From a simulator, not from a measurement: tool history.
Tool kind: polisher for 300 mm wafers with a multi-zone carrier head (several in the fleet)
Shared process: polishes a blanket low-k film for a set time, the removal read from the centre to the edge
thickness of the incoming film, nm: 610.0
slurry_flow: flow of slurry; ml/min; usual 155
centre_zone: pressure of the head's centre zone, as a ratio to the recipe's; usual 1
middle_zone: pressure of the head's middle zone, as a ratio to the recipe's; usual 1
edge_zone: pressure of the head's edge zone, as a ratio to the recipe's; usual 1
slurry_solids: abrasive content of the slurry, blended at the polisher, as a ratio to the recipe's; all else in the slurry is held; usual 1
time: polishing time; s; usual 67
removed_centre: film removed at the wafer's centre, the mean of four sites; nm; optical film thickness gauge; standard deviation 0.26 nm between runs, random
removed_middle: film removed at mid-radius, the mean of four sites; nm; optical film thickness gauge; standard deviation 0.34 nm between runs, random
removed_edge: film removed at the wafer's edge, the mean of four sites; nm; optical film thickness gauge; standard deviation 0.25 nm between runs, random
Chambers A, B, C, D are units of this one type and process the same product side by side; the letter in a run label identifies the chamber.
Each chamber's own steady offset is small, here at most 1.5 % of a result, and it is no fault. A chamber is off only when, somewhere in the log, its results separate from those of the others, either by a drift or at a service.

| run | day | slurry_flow | centre_zone | middle_zone | edge_zone | slurry_solids | time | wafers polished on this pad | hours since the slurry nozzle was cleaned | hours since the centre zone pressure was calibrated | hours since the edge zone pressure was calibrated | removed_centre | removed_middle | removed_edge |
|---|---|---|---|---|---|---|---|---|---|---|---|---|---|---|
|  | 0.333 | chamber B: centre zone pressure recalibrated |
| 1B | 0.379 | 155 | 1 | 1 | 1 | 1 | 67 | 675 | 116.9 | 1.1 | 568.8 | 26.485 | 26.945 | 26.684 |
| 2A | 0.762 | 155 | 1 | 1 | 1 | 1 | 67 | 1168 | 54.6 | 823.5 | 906.7 | 26.794 | 26.354 | 26.844 |
|  | 0.875 | chamber A: worn pad replaced by a new one |
| 3D | 1.308 | 155 | 1 | 1 | 1 | 1 | 67 | 817 | 175.6 | 743.8 | 166.4 | 27.303 | 26.781 | 26.454 |
|  | 1.662 | chamber B: worn pad replaced by a new one |
| 4C | 1.7 | 155 | 1 | 1 | 1 | 1 | 67 | 685 | 317.9 | 1000.4 | 49.6 | 26.621 | 27.421 | 27.055 |
|  | 1.704 | chamber C: worn pad replaced by a new one |
|  | 1.8 | chamber D: worn pad replaced by a new one |
| 5B | 2.183 | 155 | 1 | 1 | 1 | 1.15 | 67 | 154 | 160.2 | 44.4 | 612.1 | 28.876 | 28.417 | 28.233 |
| 6D | 2.758 | 155 | 1 | 1 | 1 | 1.15 | 67 | 282 | 210.4 | 778.6 | 201.2 | 29.099 | 28.15 | 28.748 |
| 7A | 3.138 | 155 | 1 | 1 | 1 | 1.15 | 67 | 667 | 111.6 | 880.5 | 963.7 | 28.223 | 28.353 | 29.023 |
| 8C | 3.538 | 155 | 1 | 1 | 1 | 1.15 | 67 | 541 | 362 | 1044.5 | 93.7 | 28.235 | 28.562 | 28.539 |
| 9A | 4.088 | 155 | 1 | 1 | 1 | 1 | 67 | 947 | 134.4 | 903.3 | 986.5 | 27.036 | 27.136 | 27.228 |
|  | 4.212 | chamber C: worn pad replaced by a new one |
|  | 4.35 | chamber D: worn pad replaced by a new one |
| 10B | 4.4 | 155 | 1 | 1 | 1 | 1 | 67 | 807 | 213.4 | 97.6 | 665.3 | 26.78 | 26.512 | 26.475 |
|  | 4.546 | chamber D: slurry nozzle cleaned |
|  | 4.717 | chamber A: centre zone pressure recalibrated |
|  | 4.758 | chamber B: worn pad replaced by a new one |
| 11D | 4.892 | 155 | 1 | 1 | 1 | 1 | 67 | 160 | 8.4 | 829.8 | 252.4 | 27.387 | 26.908 | 26.835 |
|  | 4.942 | chamber B: slurry nozzle cleaned |
| 12C | 5.138 | 155 | 1 | 1 | 1 | 1 | 67 | 273 | 400.4 | 1082.9 | 132.1 | 26.371 | 27.553 | 26.855 |
|  | 5.283 | chamber A: worn pad replaced by a new one |
| 13B | 5.65 | 155 | 1 | 1 | 1 | 1 | 67 | 262 | 17.1 | 127.6 | 695.3 | 26.47 | 26.576 | 26.624 |
|  | 5.838 | chamber C: centre zone pressure recalibrated |
| 14D | 6.004 | 155 | 1 | 1 | 1 | 1 | 67 | 488 | 35.1 | 856.5 | 279.1 | 27.435 | 26.624 | 26.914 |
| 15A | 6.512 | 155 | 1 | 1 | 1 | 1 | 67 | 363 | 192.6 | 43.2 | 1044.7 | 26.726 | 27.145 | 26.899 |
|  | 6.696 | chamber C: worn pad replaced by a new one |
| 16C | 6.825 | 155 | 1 | 1 | 1 | 1 | 67 | 38 | 440.9 | 23.8 | 172.6 | 24.158 | 26.616 | 26.9 |
| 17C | 7.125 | 155 | 1 | 1 | 1 | 1 | 67 | 127 | 448.1 | 31 | 179.8 | 24.282 | 26.457 | 26.98 |
|  | 7.138 | chamber D: worn pad replaced by a new one |
| 18B | 7.467 | 155 | 1 | 1 | 1 | 1 | 67 | 798 | 60.7 | 171.2 | 738.9 | 26.982 | 26.795 | 26.425 |
| 19D | 7.812 | 155 | 1 | 1 | 1 | 1 | 67 | 199 | 78.5 | 899.9 | 322.5 | 26.966 | 27.015 | 27.471 |
| 20A | 8.079 | 155 | 1 | 1 | 1 | 1 | 67 | 825 | 230.2 | 80.8 | 1082.3 | 27.176 | 26.62 | 27.032 |
|  | 8.108 | chamber B: worn pad replaced by a new one |
| 21D | 8.521 | 155 | 1 | 1 | 1 | 1 | 67 | 408 | 95.5 | 916.9 | 339.5 | 26.678 | 26.908 | 26.924 |
| 22C | 8.854 | 155 | 1 | 1 | 1 | 1 | 67 | 637 | 489.6 | 72.5 | 221.3 | 23.86 | 26.649 | 26.924 |
|  | 9.029 | chamber C: worn pad replaced by a new one |
| 23A | 9.204 | 155 | 1 | 1 | 1 | 1 | 67 | 1157 | 257.2 | 107.8 | 1109.3 | 26.883 | 26.958 | 27.067 |
| 24B | 9.483 | 155 | 1 | 1 | 1 | 1 | 67 | 406 | 109.1 | 219.6 | 787.3 | 27.128 | 26.123 | 26.523 |
|  | 9.758 | chamber A: worn pad replaced by a new one |
|  | 9.812 | chamber D: worn pad replaced by a new one |
| 25A | 9.858 | 155 | 1 | 1 | 1 | 1 | 67 | 30 | 272.9 | 123.5 | 1125 | 26.544 | 27.181 | 27.007 |
| 26B | 10.162 | 155 | 1 | 1 | 1 | 1 | 67 | 606 | 125.4 | 235.9 | 803.6 | 26.827 | 26.682 | 26.84 |
| 27D | 10.688 | 120 | 1.05 | 1 | 1 | 1 | 67 | 258 | 147.5 | 968.9 | 391.5 | 26.917 | 25.459 | 26.428 |
| 28C | 11.179 | 120 | 1.05 | 1 | 1 | 1 | 67 | 634 | 545.4 | 128.3 | 277.1 | 24.26 | 25.525 | 25.71 |
| 29A | 11.462 | 120 | 1.05 | 1 | 1 | 1 | 67 | 503 | 311.4 | 162 | 1163.5 | 26.511 | 25.069 | 26.185 |

Predict what each chamber gives when all 4 of them run the settings below next.
| 30A | 11.871 | 155 | 0.92 | 1 | 1 | 1 | 67 |  |  |  |  | ? | ? | ? |
| 30B | 11.871 | 155 | 0.92 | 1 | 1 | 1 | 67 |  |  |  |  | ? | ? | ? |
| 30C | 11.871 | 155 | 0.92 | 1 | 1 | 1 | 67 |  |  |  |  | ? | ? | ? |
| 30D | 11.871 | 155 | 0.92 | 1 | 1 | 1 | 67 |  |  |  |  | ? | ? | ? |

| run | removed_centre | removed_middle | removed_edge |
|---|---|---|---|
| 30A | 24.274 | 26.657 | 27.27 |
| 30B | 24.349 | 25.752 | 26.085 |
| 30C | 22.006 | 26.889 | 27 |
| 30D | 24.97 | 26.371 | 26.682 |
